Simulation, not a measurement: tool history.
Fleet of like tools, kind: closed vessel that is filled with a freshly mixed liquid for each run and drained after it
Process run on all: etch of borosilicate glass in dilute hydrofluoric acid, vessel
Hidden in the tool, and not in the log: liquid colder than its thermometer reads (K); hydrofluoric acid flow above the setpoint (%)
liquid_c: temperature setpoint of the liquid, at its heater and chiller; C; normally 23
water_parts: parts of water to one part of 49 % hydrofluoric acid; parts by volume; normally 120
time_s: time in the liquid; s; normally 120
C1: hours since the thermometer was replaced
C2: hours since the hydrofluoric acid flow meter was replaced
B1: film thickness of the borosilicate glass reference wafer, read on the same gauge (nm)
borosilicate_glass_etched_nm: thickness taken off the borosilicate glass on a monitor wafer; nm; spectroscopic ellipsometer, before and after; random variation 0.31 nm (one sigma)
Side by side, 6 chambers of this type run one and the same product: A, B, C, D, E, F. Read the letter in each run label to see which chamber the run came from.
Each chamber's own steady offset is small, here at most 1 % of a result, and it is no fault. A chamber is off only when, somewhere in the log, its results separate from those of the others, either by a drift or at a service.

Run 1F, hour 6.7: usual settings; C1 840.6; C2 653; B1 29.999. Result: borosilicate_glass_etched_nm 38.237 nm.
Run 2B, hour 12.5: usual settings; C1 952.7; C2 1010; B1 30.019. Result: borosilicate_glass_etched_nm 39.202 nm.
Run 3A, hour 15.7: usual settings; C1 807; C2 1554.9; B1 30.005. Result: borosilicate_glass_etched_nm 38.437 nm.
Run 4E, hour 21.8: usual settings; C1 682; C2 89.9; B1 29.999. Result: borosilicate_glass_etched_nm 38.626 nm.
Run 5C, hour 25.9: usual settings; C1 1345.2; C2 900.5; B1 29.999. Result: borosilicate_glass_etched_nm 38.778 nm.
Run 6D, hour 31.9: usual settings; C1 1655; C2 47.9; B1 30.006. Result: borosilicate_glass_etched_nm 38.681 nm.
Run 7E, hour 38.7: usual settings but water_parts 165 parts by volume; C1 698.9; C2 106.8; B1 30.023. Result: borosilicate_glass_etched_nm 26.766 nm.
Run 8B, hour 43.9: usual settings but water_parts 165 parts by volume; C1 984.1; C2 1041.4; B1 30.003. Result: borosilicate_glass_etched_nm 26.569 nm.
Run 9A, hour 50.1: usual settings but water_parts 165 parts by volume; C1 841.4; C2 1589.3; B1 30.002. Result: borosilicate_glass_etched_nm 27.199 nm.
Run 10D, hour 55.1: usual settings but water_parts 165 parts by volume; C1 1678.2; C2 71.1; B1 29.998. Result: borosilicate_glass_etched_nm 26.212 nm.
Run 11F, hour 60.7: usual settings but water_parts 165 parts by volume; C1 894.6; C2 707; B1 30.013. Result: borosilicate_glass_etched_nm 26.4 nm.
Run 12C, hour 67.1: usual settings but water_parts 165 parts by volume; C1 1386.4; C2 941.7; B1 29.999. Result: borosilicate_glass_etched_nm 26.878 nm.
Run 13C, hour 71.7: usual settings; C1 1391; C2 946.3; B1 30.012. Result: borosilicate_glass_etched_nm 39.084 nm.
Run 14F, hour 77.7: usual settings; C1 911.6; C2 724; B1 29.968. Result: borosilicate_glass_etched_nm 38.35 nm.
Run 15A, hour 81.5: usual settings; C1 872.8; C2 1620.7; B1 29.978. Result: borosilicate_glass_etched_nm 39.284 nm.
Run 16D, hour 87.7: usual settings but water_parts 70 parts by volume; C1 1710.8; C2 103.7; B1 29.98. Result: borosilicate_glass_etched_nm 69.304 nm.
Run 17B, hour 91.7: usual settings but water_parts 70 parts by volume; C1 1031.9; C2 1089.2; B1 29.994. Result: borosilicate_glass_etched_nm 70.002 nm.
Run 18E, hour 98: usual settings but water_parts 70 parts by volume; C1 758.2; C2 166.1; B1 29.98. Result: borosilicate_glass_etched_nm 70.698 nm.
Run 19F, hour 101.7: usual settings but water_parts 70 parts by volume; C1 935.6; C2 748; B1 30.01. Result: borosilicate_glass_etched_nm 69.628 nm.
Run 20B, hour 106.6: usual settings but water_parts 70 parts by volume; C1 1046.8; C2 1104.1; B1 30.002. Result: borosilicate_glass_etched_nm 72.528 nm.
Run 21A, hour 110.4: usual settings but water_parts 70 parts by volume; C1 901.7; C2 1649.6; B1 30.003. Result: borosilicate_glass_etched_nm 69.763 nm.
Run 22C, hour 116.6: usual settings but liquid_c 21.5 C, water_parts 95 parts by volume; C1 1435.9; C2 991.2; B1 29.97. Result: borosilicate_glass_etched_nm 47.092 nm.
Run 23D, hour 120.4: usual settings but liquid_c 21.5 C, water_parts 95 parts by volume; C1 1743.5; C2 136.4; B1 30.008. Result: borosilicate_glass_etched_nm 45.978 nm.
Run 24E, hour 127.3: usual settings but liquid_c 21.5 C, water_parts 95 parts by volume; C1 787.5; C2 195.4; B1 29.993. Result: borosilicate_glass_etched_nm 48.085 nm.
Run 25E, hour 130.6: usual settings but liquid_c 21.5 C, water_parts 95 parts by volume; C1 790.8; C2 198.7; B1 29.988. Result: borosilicate_glass_etched_nm 48.402 nm.
Run 26D, hour 134.5: usual settings but liquid_c 21.5 C, water_parts 95 parts by volume; C1 1757.6; C2 150.5; B1 30.005. Result: borosilicate_glass_etched_nm 45.422 nm.
Run 27F, hour 139.9: usual settings but liquid_c 21.5 C, water_parts 95 parts by volume; C1 973.8; C2 786.2; B1 29.998. Result: borosilicate_glass_etched_nm 47.457 nm.
Run 28A, hour 146.6: usual settings; C1 937.9; C2 1685.8; B1 29.982. Result: borosilicate_glass_etched_nm 39.009 nm.
Run 29B, hour 153: usual settings; C1 1093.2; C2 1150.5; B1 30.004. Result: borosilicate_glass_etched_nm 39.017 nm.
Run 30C, hour 159.7: usual settings; C1 1479; C2 1034.3; B1 29.996. Result: borosilicate_glass_etched_nm 38.786 nm.
Run 31C, hour 165.3: usual settings but liquid_c 25 C, water_parts 65 parts by volume; C1 1484.6; C2 1039.9; B1 29.999. Result: borosilicate_glass_etched_nm 83.376 nm.
Run 32D, hour 168.7: usual settings but liquid_c 25 C, water_parts 65 parts by volume; C1 1791.8; C2 184.7; B1 30.013. Result: borosilicate_glass_etched_nm 78.821 nm.
Run 33E, hour 172.3: usual settings but liquid_c 25 C, water_parts 65 parts by volume; C1 832.5; C2 240.4; B1 29.989. Result: borosilicate_glass_etched_nm 82.866 nm.
At hour 174.5: chamber B: hydrofluoric acid flow meter replaced.
Run 34A, hour 177.5: usual settings but liquid_c 25 C, water_parts 65 parts by volume; C1 968.8; C2 1716.7; B1 30.006. Result: borosilicate_glass_etched_nm 81.957 nm.
Run 35F, hour 181: usual settings but liquid_c 25 C, water_parts 65 parts by volume; C1 1014.9; C2 827.3; B1 30. Result: borosilicate_glass_etched_nm 81.903 nm.
Run 36B, hour 185.2: usual settings but liquid_c 25 C, water_parts 65 parts by volume; C1 1125.4; C2 10.8; B1 29.984. Result: borosilicate_glass_etched_nm 83.961 nm.
Run 37C, hour 191: usual settings; C1 1510.3; C2 1065.6; B1 30.001. Result: borosilicate_glass_etched_nm 38.571 nm.
Run 38A, hour 197.1: usual settings; C1 988.4; C2 1736.3; B1 29.978. Result: borosilicate_glass_etched_nm 39.158 nm.
Run 39F, hour 200.2: usual settings; C1 1034.1; C2 846.5; B1 29.997. Result: borosilicate_glass_etched_nm 39.163 nm.
Run 40E, hour 205.2: usual settings; C1 865.4; C2 273.3; B1 30. Result: borosilicate_glass_etched_nm 38.806 nm.

Next, all 6 chambers run the settings below, one line each with question marks for the results. What does each chamber give?
Run 41A, hour 210.1: usual settings. Result: borosilicate_glass_etched_nm ?.
Run 41B, hour 210.1: usual settings. Result: borosilicate_glass_etched_nm ?.
Run 41C, hour 210.1: usual settings. Result: borosilicate_glass_etched_nm ?.
Run 41D, hour 210.1: usual settings. Result: borosilicate_glass_etched_nm ?.
Run 41E, hour 210.1: usual settings. Result: borosilicate_glass_etched_nm ?.
Run 41F, hour 210.1: usual settings. Result: borosilicate_glass_etched_nm ?.

run  borosilicate_glass_etched_nm
41A                        38.483
41B                        39.132
41C                         38.65
41D                         35.97
41E                        38.692
41F                        39.014
